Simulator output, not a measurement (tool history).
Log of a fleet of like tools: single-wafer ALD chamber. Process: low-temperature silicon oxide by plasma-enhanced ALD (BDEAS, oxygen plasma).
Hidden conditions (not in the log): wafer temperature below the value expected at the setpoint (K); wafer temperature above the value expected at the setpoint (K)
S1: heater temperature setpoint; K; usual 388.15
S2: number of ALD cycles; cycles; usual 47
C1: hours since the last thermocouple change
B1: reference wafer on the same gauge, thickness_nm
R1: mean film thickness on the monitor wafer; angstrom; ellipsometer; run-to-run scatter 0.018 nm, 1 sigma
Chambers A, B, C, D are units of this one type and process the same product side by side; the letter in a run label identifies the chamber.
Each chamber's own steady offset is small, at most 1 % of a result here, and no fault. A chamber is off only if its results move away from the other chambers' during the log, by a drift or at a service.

| run | day | S1 | S2 | C1 | B1 | R1 |
|---|---|---|---|---|---|---|
| 1D | 0.267 | 388.15 | 47 | 1149.8 | 6.018 | 65.857 |
| 2C | 0.746 | 388.15 | 47 | 1222.3 | 6.0164 | 65.457 |
| 3A | 1.042 | 388.15 | 47 | 1098 | 6.0191 | 65.511 |
| 4B | 1.429 | 388.15 | 47 | 2260.1 | 6.0228 | 65.663 |
| 5A | 1.817 | 399.15 | 51 | 1116.6 | 6.0206 | 69.341 |
| 6C | 2.096 | 399.15 | 51 | 1254.7 | 6.0257 | 69.601 |
| 7D | 2.508 | 399.15 | 51 | 1203.6 | 6.0172 | 70.057 |
| 8B | 2.925 | 399.15 | 51 | 2296 | 6.0201 | 69.7 |
|  | 3.171 | chamber C: thermocouple changed; heater temperature recalibrated |
| 9C | 3.383 | 388.15 | 47 | 5.2 | 6.0213 | 65.604 |
| 10B | 3.988 | 388.15 | 47 | 2321.5 | 6.0216 | 65.263 |
| 11D | 4.304 | 388.15 | 47 | 1246.7 | 6.0208 | 65.592 |
| 12A | 4.783 | 388.15 | 47 | 1187.8 | 6.0203 | 65.526 |
| 13C | 5.338 | 388.15 | 47 | 52.1 | 6.0206 | 64.858 |
| 14A | 5.892 | 388.15 | 47 | 1214.4 | 6.0197 | 65.532 |
| 15B | 6.225 | 388.15 | 47 | 2375.2 | 6.0195 | 65.293 |
| 16D | 6.75 | 398.15 | 50 | 1305.4 | 6.0228 | 68.67 |
| 17D | 7.283 | 398.15 | 50 | 1318.2 | 6.0204 | 68.599 |
| 18A | 7.8 | 398.15 | 50 | 1260.2 | 6.0211 | 68.48 |
| 19C | 8.238 | 398.15 | 50 | 121.7 | 6.0233 | 68.17 |
| 20B | 8.833 | 388.15 | 47 | 2437.8 | 6.0206 | 65.482 |
| 21B | 9.383 | 388.15 | 47 | 2451 | 6.022 | 65.218 |
| 22A | 9.783 | 374.15 | 44 | 1307.8 | 6.021 | 63.09 |
| 23C | 10.246 | 374.15 | 44 | 169.9 | 6.0203 | 63.009 |
| 24D | 10.567 | 374.15 | 44 | 1397 | 6.0159 | 63.065 |

Next, all 4 chambers run the settings below, one line each with question marks for the results. What does each chamber give?
| 25A | 11.004 | 388.15 | 47 |  |  | ? |
| 25B | 11.004 | 388.15 | 47 |  |  | ? |
| 25C | 11.004 | 388.15 | 47 |  |  | ? |
| 25D | 11.004 | 388.15 | 47 |  |  | ? |

| run | R1 |
|---|---|
| 25A | 65.522 |
| 25B | 65.27 |
| 25C | 65.391 |
| 25D | 65.731 |

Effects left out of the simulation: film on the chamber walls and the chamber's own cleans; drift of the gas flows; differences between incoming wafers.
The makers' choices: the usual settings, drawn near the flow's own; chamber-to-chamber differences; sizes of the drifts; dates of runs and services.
